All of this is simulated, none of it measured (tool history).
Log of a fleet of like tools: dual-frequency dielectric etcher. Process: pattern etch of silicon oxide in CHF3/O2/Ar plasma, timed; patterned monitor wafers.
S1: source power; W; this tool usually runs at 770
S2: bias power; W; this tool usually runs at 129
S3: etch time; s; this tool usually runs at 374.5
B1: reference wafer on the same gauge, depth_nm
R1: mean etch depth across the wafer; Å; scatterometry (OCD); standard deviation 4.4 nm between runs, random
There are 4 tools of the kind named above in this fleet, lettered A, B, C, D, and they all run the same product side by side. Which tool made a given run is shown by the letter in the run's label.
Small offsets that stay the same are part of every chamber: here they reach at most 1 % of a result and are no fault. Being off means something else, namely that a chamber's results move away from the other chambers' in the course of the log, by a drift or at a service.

run 1A hour=8.7 | S1=770 S2=129 S3=374.5 | B1=832.58 | R1=7385.8
run 2C hour=20.6 | S1=770 S2=129 S3=374.5 | B1=831.96 | R1=7244.7
run 3D hour=28.6 | S1=770 S2=129 S3=374.5 | B1=832.47 | R1=7449.4
run 4B hour=35.6 | S1=770 S2=129 S3=374.5 | B1=832.45 | R1=7374.6
run 5B hour=47.2 | S1=770 S2=129 S3=374.5 | B1=830.74 | R1=7367.5
run 6A hour=57.5 | S1=770 S2=129 S3=374.5 | B1=831.98 | R1=7411.0
-- hour=57.6 chamber C: wet clean of the chamber
run 7D hour=67.5 | S1=770 S2=129 S3=374.5 | B1=832.01 | R1=7398.5
run 8C hour=80.2 | S1=770 S2=129 S3=454.5 | B1=832.67 | R1=8871.1
run 9D hour=89.3 | S1=770 S2=129 S3=454.5 | B1=831.19 | R1=8901.1
run 10C hour=96.3 | S1=770 S2=129 S3=454.5 | B1=832.60 | R1=8851.5
run 11B hour=108.3 | S1=770 S2=129 S3=454.5 | B1=833.40 | R1=8922.9
run 12A hour=118.2 | S1=770 S2=129 S3=374.5 | B1=833.33 | R1=7339.4
run 13B hour=123.9 | S1=770 S2=129 S3=374.5 | B1=832.09 | R1=7473.3
run 14D hour=129.8 | S1=770 S2=129 S3=374.5 | B1=831.66 | R1=7352.2
run 15A hour=139.3 | S1=860 S2=109 S3=374.5 | B1=832.07 | R1=7254.2
run 16C hour=151.1 | S1=860 S2=109 S3=374.5 | B1=832.94 | R1=7333.2
run 17A hour=157.8 | S1=860 S2=109 S3=374.5 | B1=830.35 | R1=7286.7
run 18C hour=164.2 | S1=860 S2=109 S3=374.5 | B1=831.33 | R1=7305.4
run 19D hour=174.8 | S1=770 S2=129 S3=374.5 | B1=833.03 | R1=7348.7
-- hour=176.4 chamber B: wet clean of the chamber
run 20B hour=182.4 | S1=770 S2=129 S3=374.5 | B1=832.14 | R1=7408.2
-- hour=182.8 chamber A: wet clean of the chamber
run 21C hour=195.2 | S1=770 S2=129 S3=374.5 | B1=831.24 | R1=7376.4
run 22A hour=206.0 | S1=770 S2=129 S3=374.5 | B1=831.32 | R1=7367.1
run 23B hour=218.3 | S1=770 S2=129 S3=374.5 | B1=832.04 | R1=7358.1
run 24D hour=228.4 | S1=770 S2=129 S3=374.5 | B1=832.03 | R1=7359.2
-- hour=234.8 chamber D: source power generator calibrated
run 25C hour=235.4 | S1=770 S2=98 S3=374.5 | B1=832.34 | R1=6752.9
run 26D hour=245.1 | S1=770 S2=98 S3=374.5 | B1=831.21 | R1=6832.3
run 27A hour=257.1 | S1=770 S2=98 S3=374.5 | B1=833.66 | R1=6764.9
run 28B hour=263.5 | S1=770 S2=98 S3=374.5 | B1=832.01 | R1=6797.8
run 29D hour=275.1 | S1=770 S2=129 S3=374.5 | B1=831.17 | R1=7315.3
run 30A hour=284.1 | S1=770 S2=129 S3=374.5 | B1=831.62 | R1=7396.2
run 31B hour=294.8 | S1=770 S2=129 S3=374.5 | B1=831.68 | R1=7364.8
run 32C hour=306.7 | S1=770 S2=129 S3=374.5 | B1=832.39 | R1=7347.5
run 33B hour=313.8 | S1=770 S2=129 S3=374.5 | B1=830.41 | R1=7365.3
run 34A hour=323.5 | S1=770 S2=129 S3=374.5 | B1=831.98 | R1=7365.6
run 35C hour=334.8 | S1=650 S2=149 S3=374.5 | B1=832.23 | R1=7194.5

For the next run the whole fleet of 4 chambers uses the same settings. Give each chamber's results:
run 36A hour=344.1 | S1=770 S2=129 S3=374.5 | R1=?
run 36B hour=344.1 | S1=770 S2=129 S3=374.5 | R1=?
run 36C hour=344.1 | S1=770 S2=129 S3=374.5 | R1=?
run 36D hour=344.1 | S1=770 S2=129 S3=374.5 | R1=?

run=36A R1=7423.4
run=36B R1=7395.2
run=36C R1=7346.2
run=36D R1=7293.4

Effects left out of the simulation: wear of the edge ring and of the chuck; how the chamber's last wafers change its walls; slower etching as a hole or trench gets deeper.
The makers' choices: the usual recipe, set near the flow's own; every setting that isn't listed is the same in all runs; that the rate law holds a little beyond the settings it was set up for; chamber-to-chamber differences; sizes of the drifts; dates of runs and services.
